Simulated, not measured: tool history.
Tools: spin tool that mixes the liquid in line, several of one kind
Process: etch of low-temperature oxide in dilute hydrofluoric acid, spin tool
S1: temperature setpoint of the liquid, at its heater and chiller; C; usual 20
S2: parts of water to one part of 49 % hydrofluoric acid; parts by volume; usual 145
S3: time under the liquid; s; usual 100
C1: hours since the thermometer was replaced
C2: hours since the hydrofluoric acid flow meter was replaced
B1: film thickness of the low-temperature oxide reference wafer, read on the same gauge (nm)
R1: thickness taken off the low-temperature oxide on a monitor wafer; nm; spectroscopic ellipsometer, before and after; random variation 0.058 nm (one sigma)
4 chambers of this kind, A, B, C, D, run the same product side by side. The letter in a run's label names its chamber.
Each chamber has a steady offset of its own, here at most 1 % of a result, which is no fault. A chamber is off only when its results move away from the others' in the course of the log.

run	hour	S1	S2	S3	C1	C2	B1	R1
1D	8.8	20	145	100	2334.5	399.9	130.03	6.7739
2A	20.5	20	145	100	381.9	186.6	129.96	6.7834
3B	29.9	20	145	100	659.2	612.5	130.01	6.7311
4C	41.8	20	145	100	686.1	101.7	130.04	6.6824
5B	57.3	20	145	100	686.6	639.9	129.99	6.7778
6D	69.3	20	145	100	2395	460.4	130.01	6.8267
7C	84.7	20	145	100	729	144.6	129.99	6.8251
8A	97	20	145	100	458.4	263.1	130	6.8893
9C	110	20	145	100	754.3	169.9	130.01	6.8582
10D	122	21.5	115	100	2447.7	513.1	129.97	9.3763
11B	134.9	21.5	115	100	764.2	717.5	129.96	9.4512
# hour 145.1: chamber D: thermometer replaced
12A	149.7	21.5	115	100	511.1	315.8	129.99	9.4325
13C	158.1	21.5	115	100	802.4	218	130	9.4372
14B	172.5	20	145	100	801.8	755.1	129.98	6.8646
15A	180.5	20	145	100	541.9	346.6	130.05	6.8152
16D	187.5	20	145	100	42.4	578.6	130.03	6.6283
17D	195.7	25	195	100	50.6	586.8	129.95	5.7312
18C	208.3	25	195	100	852.6	268.2	130.01	5.8517
19B	217.3	25	195	100	846.6	799.9	129.99	5.977
20A	224.9	25	195	100	586.3	391	130	5.7614
21A	234.9	20	145	100	596.3	401	129.97	6.7646
22B	242.3	20	145	100	871.6	824.9	130.01	6.9836
23D	251	20	145	100	105.9	642.1	130.03	6.8204
24C	260.8	20	145	100	905.1	320.7	129.98	6.8203
25B	276.3	24	95	100	905.6	858.9	130.03	13.203
26C	283.4	24	95	100	927.7	343.3	130.04	12.844
27A	295.5	24	95	100	656.9	461.6	129.99	12.755
28D	304.9	24	95	100	159.8	696	130.02	12.741
29C	315.6	20	145	100	959.9	375.5	130.07	6.7196
30D	323.8	20	145	100	178.7	714.9	130	6.7619
31A	330.9	24.5	145	100	692.3	497	130.01	8.0518
32B	338.9	24.5	145	100	968.2	921.5	129.95	8.299
# hour 341.9: chamber B: hydrofluoric acid flow meter replaced
33D	351	24.5	145	100	205.9	742.1	130.02	7.9644
34C	358	24.5	145	100	1002.3	417.9	130.05	8.0625
35A	370.9	20	145	100	732.3	537	129.96	6.8631
36B	381.6	20	145	100	1010.9	39.8	130.03	7.0885
37C	395.2	20	145	100	1039.5	455.1	129.97	6.9156
# hour 401.5: chamber D: hydrofluoric acid flow meter replaced
38A	403.9	20	105	100	765.3	570	129.99	9.7239
39B	414.3	20	105	100	1043.6	72.5	129.96	10.115
40D	426.6	20	105	100	281.5	25.2	129.98	9.9941
41B	440.4	20	105	100	1069.7	98.6	130	10.28
42A	452.1	17	145	100	813.5	618.2	129.96	5.9966

All 4 chambers run these settings next. Forecast each chamber's results:
43A	463.2	20	145	100				?
43B	463.2	20	145	100				?
43C	463.2	20	145	100				?
43D	463.2	20	145	100				?

run	R1
43A	6.8171
43B	7.1421
43C	6.766
43D	6.8188
